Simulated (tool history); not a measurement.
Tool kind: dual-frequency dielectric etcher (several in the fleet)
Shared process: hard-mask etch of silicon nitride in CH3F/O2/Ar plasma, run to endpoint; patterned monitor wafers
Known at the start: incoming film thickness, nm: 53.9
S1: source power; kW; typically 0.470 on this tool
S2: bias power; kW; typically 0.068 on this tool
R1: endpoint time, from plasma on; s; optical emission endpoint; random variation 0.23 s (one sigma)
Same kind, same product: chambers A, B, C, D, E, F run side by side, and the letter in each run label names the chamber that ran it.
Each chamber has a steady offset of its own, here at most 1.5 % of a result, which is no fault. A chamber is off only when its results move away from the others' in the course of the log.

Run 1C, hour 7.1: usual settings. Result: R1 74.503 s.
Run 2E, hour 13.9: usual settings. Result: R1 75.527 s.
Run 3B, hour 20.3: usual settings. Result: R1 74.964 s.
Run 4A, hour 24.1: usual settings. Result: R1 74.903 s.
Run 5D, hour 30.8: usual settings. Result: R1 73.709 s.
Run 6F, hour 37.6: usual settings. Result: R1 74.467 s.
Run 7E, hour 43.3: usual settings. Result: R1 75.642 s.
Run 8B, hour 51.0: usual settings. Result: R1 75.242 s.
Run 9D, hour 56.1: usual settings. Result: R1 73.443 s.
Run 10F, hour 61.9: usual settings but S1 0.400 kW, S2 0.061 kW. Result: R1 82.615 s.
Run 11A, hour 66.1: usual settings but S1 0.400 kW, S2 0.061 kW. Result: R1 82.997 s.
Run 12C, hour 74.2: usual settings but S1 0.400 kW, S2 0.061 kW. Result: R1 82.495 s.
Run 13F, hour 80.1: usual settings but S1 0.400 kW, S2 0.061 kW. Result: R1 82.767 s.
At hour 82.3: chamber D: wet clean of the chamber.
Run 14E, hour 87.7: usual settings but S1 0.400 kW, S2 0.061 kW. Result: R1 83.245 s.
Run 15C, hour 93.6: usual settings but S1 0.400 kW, S2 0.061 kW. Result: R1 82.197 s.
Run 16B, hour 99.3: usual settings. Result: R1 75.186 s.
Run 17A, hour 106.4: usual settings. Result: R1 75.335 s.
Run 18D, hour 113.3: usual settings. Result: R1 73.685 s.
Run 19F, hour 120.0: usual settings. Result: R1 75.418 s.
Run 20B, hour 124.6: usual settings. Result: R1 74.901 s.
Run 21E, hour 129.1: usual settings. Result: R1 76.033 s.
Run 22D, hour 135.6: usual settings. Result: R1 73.539 s.
Run 23A, hour 141.5: usual settings. Result: R1 75.307 s.
Run 24C, hour 145.7: usual settings. Result: R1 74.678 s.
Run 25E, hour 151.6: usual settings. Result: R1 75.636 s.
Run 26D, hour 159.6: usual settings. Result: R1 73.872 s.
Run 27A, hour 165.0: usual settings. Result: R1 74.982 s.
Run 28C, hour 172.0: usual settings. Result: R1 74.622 s.
At hour 178.6: chamber C: wet clean of the chamber.
Run 29F, hour 179.2: usual settings. Result: R1 76.330 s.
Run 30B, hour 184.1: usual settings. Result: R1 74.991 s.
Run 31D, hour 188.7: usual settings. Result: R1 73.840 s.
Run 32C, hour 196.8: usual settings. Result: R1 74.852 s.
Run 33A, hour 203.2: usual settings. Result: R1 75.344 s.
Run 34E, hour 207.9: usual settings. Result: R1 75.652 s.
Run 35B, hour 215.1: usual settings. Result: R1 75.006 s.
At hour 222.3: chamber D: bias power generator calibrated.
Run 36F, hour 223.0: usual settings. Result: R1 76.676 s.
Run 37B, hour 227.1: usual settings. Result: R1 75.152 s.
Run 38E, hour 230.9: usual settings but S1 0.360 kW, S2 0.055 kW. Result: R1 90.183 s.
Run 39F, hour 235.1: usual settings but S1 0.360 kW, S2 0.055 kW. Result: R1 91.722 s.
Run 40C, hour 243.2: usual settings but S1 0.360 kW, S2 0.055 kW. Result: R1 88.575 s.
Run 41A, hour 248.7: usual settings but S1 0.360 kW, S2 0.055 kW. Result: R1 89.672 s.
Run 42D, hour 252.3: usual settings but S1 0.360 kW, S2 0.055 kW. Result: R1 87.722 s.
Run 43E, hour 260.1: usual settings but S1 0.360 kW, S2 0.055 kW. Result: R1 89.744 s.

Is one chamber out of step, is the gauge drifting, or do the chambers differ by no more than their own small offsets? For an off chamber, give its letter and the likeliest cause.

It is chamber F that slowly wanders off from its peers.
Most likely cause: etch rate under this chamber's usual, % = 4.16.

Chamber F could run next with any of the 4 candidate recipes listed below; each alters the usual settings, and their results appear as question marks. Which one brings its results back in line with what the other chambers deliver on the usual settings?
Allowed miss from the other chambers' usual-settings mean, per result, to count as in line: R1 0.790 s
Run 44F-1, hour 265.9: usual settings but S1 0.480 kW, S2 0.069 kW. Result: R1 ?.
Run 44F-2, hour 265.9: usual settings but S1 0.430 kW. Result: R1 ?.
Run 44F-3, hour 265.9: usual settings but S1 0.460 kW, S2 0.067 kW. Result: R1 ?.
Run 44F-4, hour 265.9: usual settings but S1 0.500 kW, S2 0.071 kW. Result: R1 ?.

Usual-settings mean across the other chambers: R1 74.832 s
  run      R1
44F-1  76.616
44F-2  80.298
44F-3  78.643
44F-4  74.710
It is 44F-4 that realigns the chamber with its peers.
